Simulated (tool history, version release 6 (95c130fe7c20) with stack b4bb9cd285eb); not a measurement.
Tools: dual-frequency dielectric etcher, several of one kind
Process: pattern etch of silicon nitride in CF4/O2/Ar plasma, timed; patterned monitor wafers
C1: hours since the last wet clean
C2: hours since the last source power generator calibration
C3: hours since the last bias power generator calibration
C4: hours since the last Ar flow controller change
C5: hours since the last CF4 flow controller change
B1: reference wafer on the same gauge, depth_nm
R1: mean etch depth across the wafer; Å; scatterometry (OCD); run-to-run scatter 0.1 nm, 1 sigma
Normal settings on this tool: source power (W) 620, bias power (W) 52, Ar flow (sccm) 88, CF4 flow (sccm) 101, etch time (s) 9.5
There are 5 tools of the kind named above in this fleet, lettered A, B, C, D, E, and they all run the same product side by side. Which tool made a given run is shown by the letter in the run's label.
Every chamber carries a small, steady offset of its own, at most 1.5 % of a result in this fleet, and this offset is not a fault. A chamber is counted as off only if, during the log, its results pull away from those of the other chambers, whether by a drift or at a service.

run 1E hour=7.5 | source_power_(W)=620 bias_power_(W)=52 Ar_flow_(sccm)=88 CF4_flow_(sccm)=101 etch_time_(s)=9.5 | C1=8.9 C2=487.1 C3=2340.4 C4=2102 C5=2357.9 | B1=18.208 | R1=225.77
-- hour=17.6 chamber C: wet clean of the chamber
run 2C hour=19.9 | source_power_(W)=620 bias_power_(W)=52 Ar_flow_(sccm)=88 CF4_flow_(sccm)=101 etch_time_(s)=9.5 | C1=2.3 C2=997.6 C3=350.1 C4=133.3 C5=2746.5 | B1=18.21 | R1=221.61
run 3A hour=34.2 | source_power_(W)=620 bias_power_(W)=52 Ar_flow_(sccm)=88 CF4_flow_(sccm)=101 etch_time_(s)=9.5 | C1=364.5 C2=1827.1 C3=1712.9 C4=1102 C5=1831.9 | B1=18.198 | R1=223.44
run 4B hour=46 | source_power_(W)=620 bias_power_(W)=52 Ar_flow_(sccm)=88 CF4_flow_(sccm)=101 etch_time_(s)=9.5 | C1=371.5 C2=1407.5 C3=2907.4 C4=5219.4 C5=505.8 | B1=18.197 | R1=224.59
run 5D hour=53 | source_power_(W)=620 bias_power_(W)=52 Ar_flow_(sccm)=88 CF4_flow_(sccm)=101 etch_time_(s)=9.5 | C1=459.5 C2=1350 C3=2390 C4=2071.9 C5=200.3 | B1=18.196 | R1=225.45
run 6C hour=62.1 | source_power_(W)=620 bias_power_(W)=52 Ar_flow_(sccm)=88 CF4_flow_(sccm)=101 etch_time_(s)=9.5 | C1=44.5 C2=1039.8 C3=392.3 C4=175.5 C5=2788.7 | B1=18.209 | R1=223.23
run 7B hour=78.2 | source_power_(W)=620 bias_power_(W)=52 Ar_flow_(sccm)=88 CF4_flow_(sccm)=101 etch_time_(s)=11.5 | C1=403.7 C2=1439.7 C3=2939.6 C4=5251.6 C5=538 | B1=18.187 | R1=270.74
-- hour=78.4 chamber A: CF4 flow controller replaced
run 8E hour=89.1 | source_power_(W)=620 bias_power_(W)=52 Ar_flow_(sccm)=88 CF4_flow_(sccm)=101 etch_time_(s)=11.5 | C1=90.5 C2=568.7 C3=2422 C4=2183.6 C5=2439.5 | B1=18.209 | R1=271.59
run 9D hour=96.4 | source_power_(W)=620 bias_power_(W)=52 Ar_flow_(sccm)=88 CF4_flow_(sccm)=101 etch_time_(s)=11.5 | C1=502.9 C2=1393.4 C3=2433.4 C4=2115.3 C5=243.7 | B1=18.194 | R1=271.7
run 10A hour=109.8 | source_power_(W)=620 bias_power_(W)=52 Ar_flow_(sccm)=88 CF4_flow_(sccm)=101 etch_time_(s)=11.5 | C1=440.1 C2=1902.7 C3=1788.5 C4=1177.6 C5=31.4 | B1=18.207 | R1=271.96
run 11E hour=117.2 | source_power_(W)=620 bias_power_(W)=52 Ar_flow_(sccm)=88 CF4_flow_(sccm)=101 etch_time_(s)=11.5 | C1=118.6 C2=596.8 C3=2450.1 C4=2211.7 C5=2467.6 | B1=18.211 | R1=272.1
-- hour=123 chamber D: wet clean of the chamber
run 12B hour=125.5 | source_power_(W)=620 bias_power_(W)=42 Ar_flow_(sccm)=88 CF4_flow_(sccm)=101 etch_time_(s)=8 | C1=451 C2=1487 C3=2986.9 C4=5298.9 C5=585.3 | B1=18.222 | R1=174.55
run 13A hour=135.5 | source_power_(W)=620 bias_power_(W)=42 Ar_flow_(sccm)=88 CF4_flow_(sccm)=101 etch_time_(s)=8 | C1=465.8 C2=1928.4 C3=1814.2 C4=1203.3 C5=57.1 | B1=18.223 | R1=175.5
run 14D hour=151.5 | source_power_(W)=620 bias_power_(W)=42 Ar_flow_(sccm)=88 CF4_flow_(sccm)=101 etch_time_(s)=8 | C1=28.6 C2=1448.5 C3=2488.5 C4=2170.4 C5=298.8 | B1=18.203 | R1=177.38
-- hour=152.1 chamber B: wet clean of the chamber
run 15C hour=165.6 | source_power_(W)=620 bias_power_(W)=42 Ar_flow_(sccm)=88 CF4_flow_(sccm)=101 etch_time_(s)=8 | C1=148 C2=1143.3 C3=495.8 C4=279 C5=2892.2 | B1=18.185 | R1=172.59
run 16C hour=173.6 | source_power_(W)=620 bias_power_(W)=42 Ar_flow_(sccm)=88 CF4_flow_(sccm)=101 etch_time_(s)=8 | C1=156 C2=1151.3 C3=503.8 C4=287 C5=2900.2 | B1=18.197 | R1=171.68
run 17B hour=182.9 | source_power_(W)=620 bias_power_(W)=52 Ar_flow_(sccm)=88 CF4_flow_(sccm)=101 etch_time_(s)=9.5 | C1=30.8 C2=1544.4 C3=3044.3 C4=5356.3 C5=642.7 | B1=18.189 | R1=224.18
-- hour=188.3 chamber E: Ar flow controller replaced
run 18E hour=194.4 | source_power_(W)=620 bias_power_(W)=52 Ar_flow_(sccm)=88 CF4_flow_(sccm)=101 etch_time_(s)=9.5 | C1=195.8 C2=674 C3=2527.3 C4=6.1 C5=2544.8 | B1=18.197 | R1=224.96
run 19A hour=208.3 | source_power_(W)=620 bias_power_(W)=52 Ar_flow_(sccm)=88 CF4_flow_(sccm)=101 etch_time_(s)=9.5 | C1=538.6 C2=2001.2 C3=1887 C4=1276.1 C5=129.9 | B1=18.208 | R1=226.94
run 20D hour=215.7 | source_power_(W)=620 bias_power_(W)=52 Ar_flow_(sccm)=88 CF4_flow_(sccm)=101 etch_time_(s)=9.5 | C1=92.8 C2=1512.7 C3=2552.7 C4=2234.6 C5=363 | B1=18.208 | R1=224.09
run 21D hour=226.2 | source_power_(W)=620 bias_power_(W)=52 Ar_flow_(sccm)=88 CF4_flow_(sccm)=101 etch_time_(s)=9.5 | C1=103.3 C2=1523.2 C3=2563.2 C4=2245.1 C5=373.5 | B1=18.207 | R1=223.9
run 22B hour=240.9 | source_power_(W)=620 bias_power_(W)=52 Ar_flow_(sccm)=88 CF4_flow_(sccm)=101 etch_time_(s)=9.5 | C1=88.8 C2=1602.4 C3=3102.3 C4=5414.3 C5=700.7 | B1=18.192 | R1=222.83
run 23C hour=251.8 | source_power_(W)=620 bias_power_(W)=52 Ar_flow_(sccm)=88 CF4_flow_(sccm)=101 etch_time_(s)=9.5 | C1=234.2 C2=1229.5 C3=582 C4=365.2 C5=2978.4 | B1=18.211 | R1=221.61
run 24E hour=267.6 | source_power_(W)=620 bias_power_(W)=52 Ar_flow_(sccm)=88 CF4_flow_(sccm)=101 etch_time_(s)=9.5 | C1=269 C2=747.2 C3=2600.5 C4=79.3 C5=2618 | B1=18.198 | R1=224.98
-- hour=282.9 chamber A: wet clean of the chamber
run 25A hour=282.9 | source_power_(W)=620 bias_power_(W)=52 Ar_flow_(sccm)=88 CF4_flow_(sccm)=101 etch_time_(s)=9.5 | C1=0 C2=2075.8 C3=1961.6 C4=1350.7 C5=204.5 | B1=18.197 | R1=225.97
run 26B hour=290.1 | source_power_(W)=620 bias_power_(W)=52 Ar_flow_(sccm)=88 CF4_flow_(sccm)=101 etch_time_(s)=9.5 | C1=138 C2=1651.6 C3=3151.5 C4=5463.5 C5=749.9 | B1=18.225 | R1=224.39
run 27E hour=305.4 | source_power_(W)=620 bias_power_(W)=52 Ar_flow_(sccm)=72 CF4_flow_(sccm)=101 etch_time_(s)=9.5 | C1=306.8 C2=785 C3=2638.3 C4=117.1 C5=2655.8 | B1=18.196 | R1=230.11
run 28A hour=320.9 | source_power_(W)=620 bias_power_(W)=52 Ar_flow_(sccm)=72 CF4_flow_(sccm)=101 etch_time_(s)=9.5 | C1=38 C2=2113.8 C3=1999.6 C4=1388.7 C5=242.5 | B1=18.184 | R1=230.23
run 29C hour=331.6 | source_power_(W)=620 bias_power_(W)=52 Ar_flow_(sccm)=72 CF4_flow_(sccm)=101 etch_time_(s)=9.5 | C1=314 C2=1309.3 C3=661.8 C4=445 C5=3058.2 | B1=18.195 | R1=222.67
run 30D hour=341.1 | source_power_(W)=620 bias_power_(W)=52 Ar_flow_(sccm)=72 CF4_flow_(sccm)=101 etch_time_(s)=9.5 | C1=218.2 C2=1638.1 C3=2678.1 C4=2360 C5=488.4 | B1=18.185 | R1=231.58
run 31E hour=355.5 | source_power_(W)=620 bias_power_(W)=52 Ar_flow_(sccm)=72 CF4_flow_(sccm)=101 etch_time_(s)=9.5 | C1=356.9 C2=835.1 C3=2688.4 C4=167.2 C5=2705.9 | B1=18.202 | R1=231.01
run 32A hour=365.7 | source_power_(W)=620 bias_power_(W)=52 Ar_flow_(sccm)=88 CF4_flow_(sccm)=101 etch_time_(s)=9.5 | C1=82.8 C2=2158.6 C3=2044.4 C4=1433.5 C5=287.3 | B1=18.221 | R1=225.94
run 33D hour=373.4 | source_power_(W)=620 bias_power_(W)=52 Ar_flow_(sccm)=88 CF4_flow_(sccm)=101 etch_time_(s)=9.5 | C1=250.5 C2=1670.4 C3=2710.4 C4=2392.3 C5=520.7 | B1=18.207 | R1=224.92
run 34C hour=388.8 | source_power_(W)=620 bias_power_(W)=52 Ar_flow_(sccm)=88 CF4_flow_(sccm)=101 etch_time_(s)=9.5 | C1=371.2 C2=1366.5 C3=719 C4=502.2 C5=3115.4 | B1=18.205 | R1=215.17
run 35B hour=399.7 | source_power_(W)=620 bias_power_(W)=52 Ar_flow_(sccm)=88 CF4_flow_(sccm)=101 etch_time_(s)=9.5 | C1=247.6 C2=1761.2 C3=3261.1 C4=5573.1 C5=859.5 | B1=18.202 | R1=224.54
run 36E hour=412.7 | source_power_(W)=620 bias_power_(W)=52 Ar_flow_(sccm)=88 CF4_flow_(sccm)=101 etch_time_(s)=9.5 | C1=414.1 C2=892.3 C3=2745.6 C4=224.4 C5=2763.1 | B1=18.188 | R1=224.7
-- hour=414.8 chamber D: Ar flow controller replaced
run 37D hour=426.3 | source_power_(W)=620 bias_power_(W)=52 Ar_flow_(sccm)=88 CF4_flow_(sccm)=101 etch_time_(s)=9.5 | C1=303.4 C2=1723.3 C3=2763.3 C4=11.6 C5=573.6 | B1=18.206 | R1=224.83
run 38B hour=434.8 | source_power_(W)=620 bias_power_(W)=52 Ar_flow_(sccm)=88 CF4_flow_(sccm)=101 etch_time_(s)=9.5 | C1=282.7 C2=1796.3 C3=3296.2 C4=5608.2 C5=894.6 | B1=18.19 | R1=223.13

For the next run the whole fleet of 5 chambers uses the same settings. Give each chamber's results:
run 39A hour=446.3 | source_power_(W)=620 bias_power_(W)=52 Ar_flow_(sccm)=88 CF4_flow_(sccm)=101 etch_time_(s)=9.5 | R1=?
run 39B hour=446.3 | source_power_(W)=620 bias_power_(W)=52 Ar_flow_(sccm)=88 CF4_flow_(sccm)=101 etch_time_(s)=9.5 | R1=?
run 39C hour=446.3 | source_power_(W)=620 bias_power_(W)=52 Ar_flow_(sccm)=88 CF4_flow_(sccm)=101 etch_time_(s)=9.5 | R1=?
run 39D hour=446.3 | source_power_(W)=620 bias_power_(W)=52 Ar_flow_(sccm)=88 CF4_flow_(sccm)=101 etch_time_(s)=9.5 | R1=?
run 39E hour=446.3 | source_power_(W)=620 bias_power_(W)=52 Ar_flow_(sccm)=88 CF4_flow_(sccm)=101 etch_time_(s)=9.5 | R1=?

run=39A R1=227.53
run=39B R1=224.46
run=39C R1=215.68
run=39D R1=226.51
run=39E R1=225.72

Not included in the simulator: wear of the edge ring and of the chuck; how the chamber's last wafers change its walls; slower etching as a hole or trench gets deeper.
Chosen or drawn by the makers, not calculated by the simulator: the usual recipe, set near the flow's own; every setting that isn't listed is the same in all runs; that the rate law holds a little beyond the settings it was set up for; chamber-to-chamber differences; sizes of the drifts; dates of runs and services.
